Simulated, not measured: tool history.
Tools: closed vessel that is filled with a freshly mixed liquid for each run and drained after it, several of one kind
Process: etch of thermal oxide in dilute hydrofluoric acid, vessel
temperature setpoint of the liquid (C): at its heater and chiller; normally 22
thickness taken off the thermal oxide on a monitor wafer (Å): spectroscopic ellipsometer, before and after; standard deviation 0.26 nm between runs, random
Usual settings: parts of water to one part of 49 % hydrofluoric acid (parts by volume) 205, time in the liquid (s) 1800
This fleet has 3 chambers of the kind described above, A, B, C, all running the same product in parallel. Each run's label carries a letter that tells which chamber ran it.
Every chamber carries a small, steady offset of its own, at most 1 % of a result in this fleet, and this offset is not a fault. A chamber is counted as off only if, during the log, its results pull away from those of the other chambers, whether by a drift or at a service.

run	day	temperature setpoint of the liquid (C)	parts of water to one part of 49 % hydrofluoric acid (parts by volume)	time in the liquid (s)	read-back film thickness of the thermal oxide reference wafer, read on the same gauge (nm)	thickness taken off the thermal oxide on a monitor wafer (Å)
1A	0.15	22	205	1800	40.011	332.03
2C	0.279	22	205	1800	40	333.92
3B	0.425	22	205	1800	40.003	324.26
4C	0.612	22	205	1800	39.978	327.97
5A	0.838	22	205	1800	39.984	330.24
6B	0.996	22	205	1800	39.997	329.3
7B	1.129	22	205	1800	40.004	325.32
8C	1.312	17.5	205	1075	39.991	167.09
9A	1.579	17.5	205	1075	39.996	165.7
10A	1.854	17.5	205	1075	39.982	164.59
11B	2	22	205	1800	40	325.77
12C	2.275	22	205	1800	39.988	328.6
13A	2.504	22	205	1800	40.01	330.95
14C	2.762	22	205	1800	39.986	336.09
15B	2.917	18	205	1800	39.981	275.14
16C	3.079	18	205	1800	40.007	285.39
17A	3.333	18	205	1800	40.025	282.88
18B	3.512	22	205	1800	40.023	316.46
19B	3.675	22	205	1800	39.995	311.18
20C	3.967	22	205	1800	39.98	329.75
21A	4.229	22	205	1800	39.995	336.03
22A	4.388	22	120	1800	39.987	616.39
23B	4.608	22	120	1800	40.022	582.37
24C	4.846	22	120	1800	40.003	626.42
25B	5.004	22	205	1800	40.003	311.63
26A	5.208	22	205	1800	39.981	329.6
27C	5.442	22	205	1800	39.991	330.42
28A	5.621	22	205	1800	39.985	333.62
29C	5.892	22	205	1800	39.994	332.56
30B	6.179	22	205	1800	40.003	307.99
31A	6.358	18	120	1800	39.967	527.12
32C	6.542	18	120	1800	40	527.15
33B	6.775	18	120	1800	39.998	485.98

One chamber off, gauge drift, or nothing amiss beyond the chambers' own small offsets? If it is a chamber, which one, and what is the likeliest cause?

One chamber, B, drifts off from the rest bit by bit.
Most likely cause: hydrofluoric acid flow below the setpoint (%) = 6.25.
The log might look much the same if the cause were instead: liquid colder than its thermometer reads (K).

Below are 4 candidate recipes for chamber B's next run, each the usual settings with a change, their results shown as question marks. Which of them brings B's results back in line with what the other chambers give on the usual settings?
In line means no further than this from the other chambers' mean on the usual settings: thickness taken off the thermal oxide on a monitor wafer (Å) 9.2
34B-1	6.992	22	190	1945		?
34B-2	6.992	22	205	1955		?
34B-3	6.992	22	205	1540		?
34B-4	6.992	22	205	1645		?

Usual-settings mean across the other chambers: thickness taken off the thermal oxide on a monitor wafer (Å) 331.42
run	thickness taken off the thermal oxide on a monitor wafer (Å)
34B-1	359.79
34B-2	330.24
34B-3	260.13
34B-4	277.87
The right change is 34B-2: it brings the chamber back within the allowed miss of the others.

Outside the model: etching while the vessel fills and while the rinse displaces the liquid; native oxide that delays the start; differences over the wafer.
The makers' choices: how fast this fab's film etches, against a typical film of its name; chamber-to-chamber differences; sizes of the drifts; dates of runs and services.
